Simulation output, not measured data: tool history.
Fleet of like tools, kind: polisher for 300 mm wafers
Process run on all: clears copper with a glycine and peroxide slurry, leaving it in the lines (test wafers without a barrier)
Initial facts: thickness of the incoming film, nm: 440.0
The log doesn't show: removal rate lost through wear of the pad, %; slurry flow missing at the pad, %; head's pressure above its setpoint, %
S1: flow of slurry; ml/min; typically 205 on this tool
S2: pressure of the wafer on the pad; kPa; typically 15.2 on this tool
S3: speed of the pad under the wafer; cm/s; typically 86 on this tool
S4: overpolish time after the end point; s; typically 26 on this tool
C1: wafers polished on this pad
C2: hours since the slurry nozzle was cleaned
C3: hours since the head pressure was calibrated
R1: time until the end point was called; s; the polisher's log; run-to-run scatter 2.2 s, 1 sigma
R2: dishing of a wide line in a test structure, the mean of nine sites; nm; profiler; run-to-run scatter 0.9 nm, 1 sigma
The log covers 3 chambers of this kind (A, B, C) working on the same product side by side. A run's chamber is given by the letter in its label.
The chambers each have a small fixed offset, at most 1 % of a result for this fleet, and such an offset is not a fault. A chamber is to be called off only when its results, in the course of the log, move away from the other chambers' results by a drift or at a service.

run,hour,S1,S2,S3,S4,C1,C2,C3,R1,R2
1B,2.2,205,15.2,86,26,619,252.5,59.3,128.620,62.037
2C,6.6,205,15.2,86,26,56,125.8,926.7,124.350,61.510
3A,9.6,205,15.2,86,26,412,166.9,447.5,126.340,60.145
4A,13.5,205,15.2,86,26,436,170.8,451.4,125.510,61.315
5C,16.6,205,13.1,86,26,117,135.8,936.7,135.910,55.235
6B,21.0,205,13.1,86,26,735,271.3,78.1,135.270,54.858
7C,24.8,205,13.1,86,26,168,144.0,944.9,140.150,54.610
8A,27.5,205,15.2,86,26,522,184.8,465.4,124.900,60.181
9B,31.4,205,15.2,86,26,799,281.7,88.5,125.720,59.958
10A,34.2,205,15.2,86,26,563,191.5,472.1,130.440,61.180
11C,38.6,205,15.2,86,26,253,157.8,958.7,126.300,60.971
12B,41.1,205,15.2,86,26,859,291.4,98.2,124.870,60.885
13C,44.9,205,15.2,86,26,292,164.1,965.0,125.060,62.473
14B,49.5,205,20.0,86,15,911,299.8,106.6,97.190,45.838
15A,52.2,205,20.0,86,15,675,209.5,490.1,99.466,45.143
16A,55.7,205,20.0,86,15,696,213.0,493.6,102.240,45.217
17C,58.0,205,15.2,70,26,373,177.2,978.1,146.940,52.514
18B,60.2,205,15.2,70,26,977,310.5,117.3,145.320,52.669
19A,64.9,205,15.2,70,26,753,222.2,502.8,141.280,54.221
20C,68.3,205,15.2,86,26,437,187.5,988.4,126.820,60.717
# hour 69.4: chamber B: worn pad replaced by a new one
21B,72.2,140,15.2,86,26,17,322.5,129.3,134.820,54.926
22B,76.3,140,15.2,86,26,42,326.6,133.4,132.270,57.226
# hour 76.7: chamber A: worn pad replaced by a new one
23C,80.3,140,15.2,86,26,511,199.5,1000.4,131.780,58.525
24A,85.0,270,15.2,86,33,51,242.3,522.9,116.720,73.717
25C,88.1,270,15.2,86,33,559,207.3,1008.2,120.650,74.351
26B,90.9,270,15.2,86,33,132,341.2,148.0,117.570,75.523
27A,95.3,205,15.2,86,26,114,252.6,533.2,131.650,61.852
28C,99.8,205,15.2,86,26,631,219.0,1019.9,129.100,60.008
# hour 102.0: chamber C: worn pad replaced by a new one
29B,104.5,205,15.2,86,26,216,354.8,161.6,124.150,59.241
30A,106.7,205,15.2,86,26,185,264.0,544.6,128.830,59.652
31C,109.4,205,15.2,102,15,45,228.6,1029.5,108.040,41.827
# hour 110.0: chamber A: slurry nozzle cleaned
32A,113.6,205,15.2,102,15,227,3.6,551.5,107.350,42.823
33B,115.7,205,15.2,102,15,285,366.0,172.8,108.800,41.808
34C,118.2,205,15.2,86,26,100,237.4,1038.3,126.050,60.194
35A,122.9,205,15.2,86,26,285,12.9,560.8,126.540,59.905
36B,126.6,205,15.2,86,26,353,376.9,183.7,123.320,59.804
37A,131.4,205,15.2,86,26,337,21.4,569.3,128.940,59.382
38B,134.8,205,15.2,86,26,403,385.1,191.9,124.320,58.959
39C,137.5,205,15.2,86,26,219,256.7,1057.6,125.900,59.377

For the next run the whole fleet of 3 chambers uses the same settings. Give each chamber's results:
40A,141.0,205,15.2,86,26,,,,?,?
40B,141.0,205,15.2,86,26,,,,?,?
40C,141.0,205,15.2,86,26,,,,?,?

run,R1,R2
40A,127.620,60.051
40B,122.390,60.634
40C,127.370,60.612
